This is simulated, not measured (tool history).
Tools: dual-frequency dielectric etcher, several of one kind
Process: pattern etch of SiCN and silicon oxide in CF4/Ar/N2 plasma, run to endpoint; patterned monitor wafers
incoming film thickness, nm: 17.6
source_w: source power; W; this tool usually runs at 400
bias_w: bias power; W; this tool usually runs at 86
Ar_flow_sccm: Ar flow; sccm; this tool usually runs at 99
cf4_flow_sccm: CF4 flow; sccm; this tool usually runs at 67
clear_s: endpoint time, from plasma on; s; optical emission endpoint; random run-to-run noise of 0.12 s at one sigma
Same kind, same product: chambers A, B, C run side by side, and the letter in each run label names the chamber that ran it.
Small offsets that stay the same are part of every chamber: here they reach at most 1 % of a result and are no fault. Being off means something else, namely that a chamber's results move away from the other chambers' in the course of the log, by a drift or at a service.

| run | hour | source_w | bias_w | Ar_flow_sccm | cf4_flow_sccm | hours since the last wet clean | hours since the last source power generator calibration | hours since the last bias power generator calibration | hours since the last Ar flow controller change | hours since the last CF4 flow controller change | clear_s |
|---|---|---|---|---|---|---|---|---|---|---|---|
| 1B | 3.0 | 400 | 86 | 99 | 67 | 44.2 | 976.3 | 2146.6 | 1599.6 | 462.9 | 21.544 |
| 2C | 6.9 | 400 | 86 | 99 | 67 | 148.9 | 544.8 | 738.8 | 125.2 | 455.1 | 21.612 |
| 3A | 12.2 | 400 | 86 | 99 | 67 | 466.8 | 262.1 | 333.6 | 5426.5 | 5122.3 | 21.268 |
| 4B | 17.6 | 400 | 86 | 99 | 67 | 58.8 | 990.9 | 2161.2 | 1614.2 | 477.5 | 21.143 |
| 5C | 23.6 | 400 | 86 | 99 | 67 | 165.6 | 561.5 | 755.5 | 141.9 | 471.8 | 21.035 |
| 6A | 28.2 | 400 | 67 | 99 | 73 | 482.8 | 278.1 | 349.6 | 5442.5 | 5138.3 | 23.052 |
| 7A | 31.2 | 400 | 67 | 99 | 73 | 485.8 | 281.1 | 352.6 | 5445.5 | 5141.3 | 22.925 |
| 8B | 35.0 | 400 | 67 | 99 | 73 | 76.2 | 1008.3 | 2178.6 | 1631.6 | 494.9 | 22.897 |
|  | 39.1 | chamber A: wet clean of the chamber |
| 9C | 39.4 | 340 | 101 | 99 | 67 | 181.4 | 577.3 | 771.3 | 157.7 | 487.6 | 23.278 |
| 10A | 43.5 | 340 | 101 | 99 | 67 | 4.5 | 293.4 | 364.9 | 5457.8 | 5153.6 | 23.240 |
| 11C | 47.3 | 340 | 101 | 99 | 67 | 189.3 | 585.2 | 779.2 | 165.6 | 495.5 | 22.936 |
| 12B | 50.5 | 400 | 86 | 99 | 67 | 91.7 | 1023.8 | 2194.1 | 1647.1 | 510.4 | 21.413 |
| 13A | 55.9 | 400 | 86 | 99 | 67 | 16.9 | 305.8 | 377.3 | 5470.2 | 5166.0 | 21.484 |
| 14B | 60.4 | 400 | 86 | 99 | 67 | 101.6 | 1033.7 | 2204.0 | 1657.0 | 520.3 | 21.162 |
| 15C | 65.5 | 400 | 86 | 99 | 67 | 207.5 | 603.4 | 797.4 | 183.8 | 513.7 | 21.296 |
| 16B | 69.0 | 400 | 86 | 99 | 67 | 110.2 | 1042.3 | 2212.6 | 1665.6 | 528.9 | 21.036 |
| 17C | 74.3 | 460 | 86 | 99 | 76 | 216.3 | 612.2 | 806.2 | 192.6 | 522.5 | 18.529 |
| 18A | 78.6 | 460 | 86 | 99 | 76 | 39.6 | 328.5 | 400.0 | 5492.9 | 5188.7 | 18.604 |
| 19C | 83.7 | 460 | 86 | 99 | 76 | 225.7 | 621.6 | 815.6 | 202.0 | 531.9 | 18.553 |
| 20A | 87.8 | 400 | 86 | 99 | 67 | 48.8 | 337.7 | 409.2 | 5502.1 | 5197.9 | 21.512 |
| 21B | 91.0 | 400 | 86 | 99 | 67 | 132.2 | 1064.3 | 2234.6 | 1687.6 | 550.9 | 21.262 |
| 22B | 97.0 | 400 | 86 | 99 | 67 | 138.2 | 1070.3 | 2240.6 | 1693.6 | 556.9 | 21.260 |
| 23C | 101.8 | 400 | 86 | 99 | 67 | 243.8 | 639.7 | 833.7 | 220.1 | 550.0 | 21.524 |
| 24A | 106.1 | 400 | 86 | 99 | 67 | 67.1 | 356.0 | 427.5 | 5520.4 | 5216.2 | 21.380 |
| 25C | 110.1 | 400 | 105 | 99 | 67 | 252.1 | 648.0 | 842.0 | 228.4 | 558.3 | 19.825 |
|  | 110.9 | chamber A: Ar flow controller replaced |
| 26A | 113.3 | 400 | 105 | 99 | 67 | 74.3 | 363.2 | 434.7 | 2.5 | 5223.4 | 19.978 |
| 27B | 118.5 | 400 | 105 | 99 | 67 | 159.7 | 1091.8 | 2262.1 | 1715.1 | 578.4 | 19.921 |
| 28C | 123.6 | 400 | 86 | 99 | 67 | 265.6 | 661.5 | 855.5 | 241.9 | 571.8 | 21.229 |
| 29A | 128.8 | 400 | 86 | 99 | 67 | 89.8 | 378.7 | 450.2 | 18.0 | 5238.9 | 21.288 |
| 30B | 133.2 | 400 | 86 | 99 | 67 | 174.4 | 1106.5 | 2276.8 | 1729.8 | 593.1 | 21.287 |
| 31B | 137.2 | 400 | 86 | 99 | 67 | 178.4 | 1110.5 | 2280.8 | 1733.8 | 597.1 | 21.336 |
| 32A | 142.2 | 400 | 86 | 99 | 67 | 103.2 | 392.1 | 463.6 | 31.4 | 5252.3 | 21.663 |
| 33C | 147.7 | 400 | 86 | 99 | 67 | 289.7 | 685.6 | 879.6 | 266.0 | 595.9 | 21.204 |
| 34C | 150.4 | 400 | 86 | 99 | 74 | 292.4 | 688.3 | 882.3 | 268.7 | 598.6 | 20.744 |
| 35A | 153.3 | 400 | 86 | 99 | 74 | 114.3 | 403.2 | 474.7 | 42.5 | 5263.4 | 21.226 |
| 36B | 157.7 | 400 | 86 | 99 | 74 | 198.9 | 1131.0 | 2301.3 | 1754.3 | 617.6 | 20.887 |
| 37C | 163.4 | 400 | 86 | 99 | 67 | 305.4 | 701.3 | 895.3 | 281.7 | 611.6 | 21.279 |
| 38A | 168.5 | 400 | 86 | 99 | 67 | 129.5 | 418.4 | 489.9 | 57.7 | 5278.6 | 21.696 |

All chambers now run identical settings, listed one chamber a line with results as question marks. What results will each chamber show?
| 39A | 172.9 | 400 | 86 | 121 | 67 |  |  |  |  |  | ? |
| 39B | 172.9 | 400 | 86 | 121 | 67 |  |  |  |  |  | ? |
| 39C | 172.9 | 400 | 86 | 121 | 67 |  |  |  |  |  | ? |

| run | clear_s |
|---|---|
| 39A | 21.879 |
| 39B | 21.996 |
| 39C | 22.090 |
